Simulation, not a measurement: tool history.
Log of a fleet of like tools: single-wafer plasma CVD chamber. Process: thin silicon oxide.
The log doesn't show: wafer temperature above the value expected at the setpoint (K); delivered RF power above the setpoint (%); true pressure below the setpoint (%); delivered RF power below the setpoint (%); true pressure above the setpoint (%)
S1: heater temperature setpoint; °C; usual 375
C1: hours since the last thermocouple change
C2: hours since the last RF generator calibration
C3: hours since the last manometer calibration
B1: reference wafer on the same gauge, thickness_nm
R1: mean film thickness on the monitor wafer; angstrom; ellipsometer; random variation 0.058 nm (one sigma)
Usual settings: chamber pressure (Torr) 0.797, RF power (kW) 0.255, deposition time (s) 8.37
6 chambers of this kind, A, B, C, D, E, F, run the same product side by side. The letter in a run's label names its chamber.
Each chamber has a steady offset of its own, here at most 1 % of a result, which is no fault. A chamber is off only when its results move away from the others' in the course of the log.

run 1F day=0.438 | S1=375 chamber_pressure_(Torr)=0.797 RF_power_(kW)=0.255 deposition_time_(s)=8.37 | C1=1524 C2=469.6 C3=705 | B1=14.297 | R1=145.15
-- day=0.567 chamber C: RF generator calibrated
run 2D day=0.912 | S1=375 chamber_pressure_(Torr)=0.797 RF_power_(kW)=0.255 deposition_time_(s)=8.37 | C1=1408 C2=270.5 C3=510.9 | B1=14.294 | R1=144.02
run 3E day=1.175 | S1=375 chamber_pressure_(Torr)=0.797 RF_power_(kW)=0.255 deposition_time_(s)=8.37 | C1=339.8 C2=358.8 C3=1985.1 | B1=14.298 | R1=145.24
run 4B day=1.408 | S1=375 chamber_pressure_(Torr)=0.797 RF_power_(kW)=0.255 deposition_time_(s)=8.37 | C1=474.1 C2=1519.3 C3=2299.2 | B1=14.297 | R1=142.66
run 5C day=1.792 | S1=375 chamber_pressure_(Torr)=0.797 RF_power_(kW)=0.255 deposition_time_(s)=8.37 | C1=888.3 C2=29.5 C3=1645.6 | B1=14.301 | R1=145.64
run 6A day=2.208 | S1=375 chamber_pressure_(Torr)=0.797 RF_power_(kW)=0.255 deposition_time_(s)=8.37 | C1=1004.3 C2=572.8 C3=513.1 | B1=14.3 | R1=145.62
run 7A day=2.683 | S1=375 chamber_pressure_(Torr)=0.797 RF_power_(kW)=0.255 deposition_time_(s)=8.37 | C1=1015.7 C2=584.2 C3=524.5 | B1=14.294 | R1=145.84
run 8D day=2.988 | S1=375 chamber_pressure_(Torr)=0.797 RF_power_(kW)=0.255 deposition_time_(s)=8.37 | C1=1457.8 C2=320.3 C3=560.7 | B1=14.301 | R1=143.6
-- day=3.017 chamber C: capacitance manometer re-zeroed and calibrated
run 9F day=3.258 | S1=375 chamber_pressure_(Torr)=0.797 RF_power_(kW)=0.255 deposition_time_(s)=8.37 | C1=1591.7 C2=537.3 C3=772.7 | B1=14.301 | R1=146.06
run 10E day=3.508 | S1=375 chamber_pressure_(Torr)=0.797 RF_power_(kW)=0.255 deposition_time_(s)=8.37 | C1=395.8 C2=414.8 C3=2041.1 | B1=14.298 | R1=145.16
run 11C day=3.988 | S1=375 chamber_pressure_(Torr)=0.797 RF_power_(kW)=0.255 deposition_time_(s)=8.37 | C1=941 C2=82.2 C3=23.4 | B1=14.317 | R1=146.08
run 12B day=4.325 | S1=375 chamber_pressure_(Torr)=0.797 RF_power_(kW)=0.255 deposition_time_(s)=8.37 | C1=544.1 C2=1589.3 C3=2369.2 | B1=14.297 | R1=143.63
run 13F day=4.704 | S1=375 chamber_pressure_(Torr)=0.797 RF_power_(kW)=0.255 deposition_time_(s)=8.37 | C1=1626.4 C2=572 C3=807.4 | B1=14.288 | R1=145.76
run 14B day=5.15 | S1=375 chamber_pressure_(Torr)=0.797 RF_power_(kW)=0.255 deposition_time_(s)=8.37 | C1=563.9 C2=1609.1 C3=2389 | B1=14.295 | R1=142.78
run 15A day=5.383 | S1=375 chamber_pressure_(Torr)=0.797 RF_power_(kW)=0.255 deposition_time_(s)=8.37 | C1=1080.5 C2=649 C3=589.3 | B1=14.298 | R1=145.15
run 16E day=5.762 | S1=375 chamber_pressure_(Torr)=0.609 RF_power_(kW)=0.255 deposition_time_(s)=8.37 | C1=449.9 C2=468.9 C3=2095.2 | B1=14.28 | R1=109.81
-- day=6.058 chamber D: thermocouple changed; heater temperature recalibrated
run 17D day=6.154 | S1=375 chamber_pressure_(Torr)=0.609 RF_power_(kW)=0.255 deposition_time_(s)=8.37 | C1=2.3 C2=396.3 C3=636.7 | B1=14.294 | R1=109.65
run 18C day=6.529 | S1=375 chamber_pressure_(Torr)=0.609 RF_power_(kW)=0.255 deposition_time_(s)=8.37 | C1=1002 C2=143.2 C3=84.4 | B1=14.31 | R1=109.56
run 19B day=7.004 | S1=375 chamber_pressure_(Torr)=0.609 RF_power_(kW)=0.255 deposition_time_(s)=8.37 | C1=608.4 C2=1653.6 C3=2433.5 | B1=14.292 | R1=108.23
-- day=7.308 chamber F: capacitance manometer re-zeroed and calibrated
run 20E day=7.442 | S1=375 chamber_pressure_(Torr)=0.609 RF_power_(kW)=0.255 deposition_time_(s)=8.37 | C1=490.2 C2=509.2 C3=2135.5 | B1=14.305 | R1=109.8
-- day=7.567 chamber A: thermocouple changed; heater temperature recalibrated
run 21C day=7.742 | S1=375 chamber_pressure_(Torr)=0.609 RF_power_(kW)=0.255 deposition_time_(s)=8.37 | C1=1031.1 C2=172.3 C3=113.5 | B1=14.307 | R1=109.37
run 22A day=8.204 | S1=375 chamber_pressure_(Torr)=0.797 RF_power_(kW)=0.255 deposition_time_(s)=8.37 | C1=15.3 C2=716.7 C3=657 | B1=14.289 | R1=145.33
run 23D day=8.617 | S1=375 chamber_pressure_(Torr)=0.797 RF_power_(kW)=0.255 deposition_time_(s)=8.37 | C1=61.4 C2=455.4 C3=695.8 | B1=14.308 | R1=144.77
run 24F day=8.983 | S1=375 chamber_pressure_(Torr)=0.797 RF_power_(kW)=0.255 deposition_time_(s)=8.37 | C1=1729.1 C2=674.7 C3=40.2 | B1=14.291 | R1=151.43
run 25A day=9.258 | S1=369 chamber_pressure_(Torr)=0.797 RF_power_(kW)=0.255 deposition_time_(s)=9.56 | C1=40.6 C2=742 C3=682.3 | B1=14.295 | R1=167.23
run 26F day=9.704 | S1=369 chamber_pressure_(Torr)=0.797 RF_power_(kW)=0.255 deposition_time_(s)=9.56 | C1=1746.4 C2=692 C3=57.5 | B1=14.3 | R1=174.37
run 27D day=10.171 | S1=369 chamber_pressure_(Torr)=0.797 RF_power_(kW)=0.255 deposition_time_(s)=9.56 | C1=98.7 C2=492.7 C3=733.1 | B1=14.302 | R1=164.92
run 28B day=10.462 | S1=369 chamber_pressure_(Torr)=0.797 RF_power_(kW)=0.255 deposition_time_(s)=9.56 | C1=691.4 C2=1736.6 C3=2516.5 | B1=14.298 | R1=164.64
run 29E day=10.762 | S1=369 chamber_pressure_(Torr)=0.797 RF_power_(kW)=0.255 deposition_time_(s)=9.56 | C1=569.9 C2=588.9 C3=2215.2 | B1=14.287 | R1=165.33
-- day=10.775 chamber B: capacitance manometer re-zeroed and calibrated
run 30C day=11.2 | S1=369 chamber_pressure_(Torr)=0.797 RF_power_(kW)=0.255 deposition_time_(s)=9.56 | C1=1114.1 C2=255.3 C3=196.5 | B1=14.292 | R1=166.01
run 31C day=11.467 | S1=375 chamber_pressure_(Torr)=0.907 RF_power_(kW)=0.295 deposition_time_(s)=8.37 | C1=1120.5 C2=261.7 C3=202.9 | B1=14.296 | R1=173.75
run 32E day=11.771 | S1=375 chamber_pressure_(Torr)=0.907 RF_power_(kW)=0.295 deposition_time_(s)=8.37 | C1=594.1 C2=613.1 C3=2239.4 | B1=14.308 | R1=172.23
run 33D day=12.117 | S1=375 chamber_pressure_(Torr)=0.907 RF_power_(kW)=0.295 deposition_time_(s)=8.37 | C1=145.4 C2=539.4 C3=779.8 | B1=14.294 | R1=171.32
run 34A day=12.325 | S1=375 chamber_pressure_(Torr)=0.907 RF_power_(kW)=0.295 deposition_time_(s)=8.37 | C1=114.2 C2=815.6 C3=755.9 | B1=14.299 | R1=171.86
run 35B day=12.621 | S1=375 chamber_pressure_(Torr)=0.907 RF_power_(kW)=0.295 deposition_time_(s)=8.37 | C1=743.2 C2=1788.4 C3=44.4 | B1=14.292 | R1=172.29
run 36F day=12.942 | S1=375 chamber_pressure_(Torr)=0.907 RF_power_(kW)=0.295 deposition_time_(s)=8.37 | C1=1824.1 C2=769.7 C3=135.2 | B1=14.308 | R1=181.12
run 37C day=13.325 | S1=375 chamber_pressure_(Torr)=0.797 RF_power_(kW)=0.255 deposition_time_(s)=8.37 | C1=1165.1 C2=306.3 C3=247.5 | B1=14.303 | R1=144.88
run 38B day=13.767 | S1=375 chamber_pressure_(Torr)=0.797 RF_power_(kW)=0.255 deposition_time_(s)=8.37 | C1=770.7 C2=1815.9 C3=71.9 | B1=14.307 | R1=143.12
run 39D day=14.192 | S1=375 chamber_pressure_(Torr)=0.797 RF_power_(kW)=0.255 deposition_time_(s)=8.37 | C1=195.2 C2=589.2 C3=829.6 | B1=14.294 | R1=144.15
run 40A day=14.517 | S1=375 chamber_pressure_(Torr)=0.797 RF_power_(kW)=0.255 deposition_time_(s)=8.37 | C1=166.8 C2=868.2 C3=808.5 | B1=14.294 | R1=145.21
run 41F day=14.871 | S1=364 chamber_pressure_(Torr)=0.797 RF_power_(kW)=0.255 deposition_time_(s)=9.33 | C1=1870.4 C2=816 C3=181.5 | B1=14.311 | R1=169.71

Is one chamber off against the others, does the gauge drift, or is nothing wrong? If a chamber is off, say which, and what the likeliest cause is.

A service left chamber F off against the others.
Cause: true pressure above the setpoint (%) = 4.81.

Here are 4 candidates for chamber F's next run, each the usual settings with a change, their results left as question marks. Which one brings its results back in line with what the others give on the usual settings?
In line means no further than this from the other chambers' mean on the usual settings: R1 2 angstrom
run 42F-1 day=15.212 | S1=375 chamber_pressure_(Torr)=0.797 RF_power_(kW)=0.25 deposition_time_(s)=8.01 | R1=?
run 42F-2 day=15.212 | S1=375 chamber_pressure_(Torr)=0.797 RF_power_(kW)=0.255 deposition_time_(s)=9.05 | R1=?
run 42F-3 day=15.212 | S1=375 chamber_pressure_(Torr)=0.797 RF_power_(kW)=0.255 deposition_time_(s)=7.69 | R1=?
run 42F-4 day=15.212 | S1=375 chamber_pressure_(Torr)=0.823 RF_power_(kW)=0.255 deposition_time_(s)=8.56 | R1=?

The other chambers' mean on the usual settings: R1 144.46 angstrom
run=42F-1 R1=144.35
run=42F-2 R1=164.5
run=42F-3 R1=139.84
run=42F-4 R1=159.97
42F-1 brings the chamber back in line.

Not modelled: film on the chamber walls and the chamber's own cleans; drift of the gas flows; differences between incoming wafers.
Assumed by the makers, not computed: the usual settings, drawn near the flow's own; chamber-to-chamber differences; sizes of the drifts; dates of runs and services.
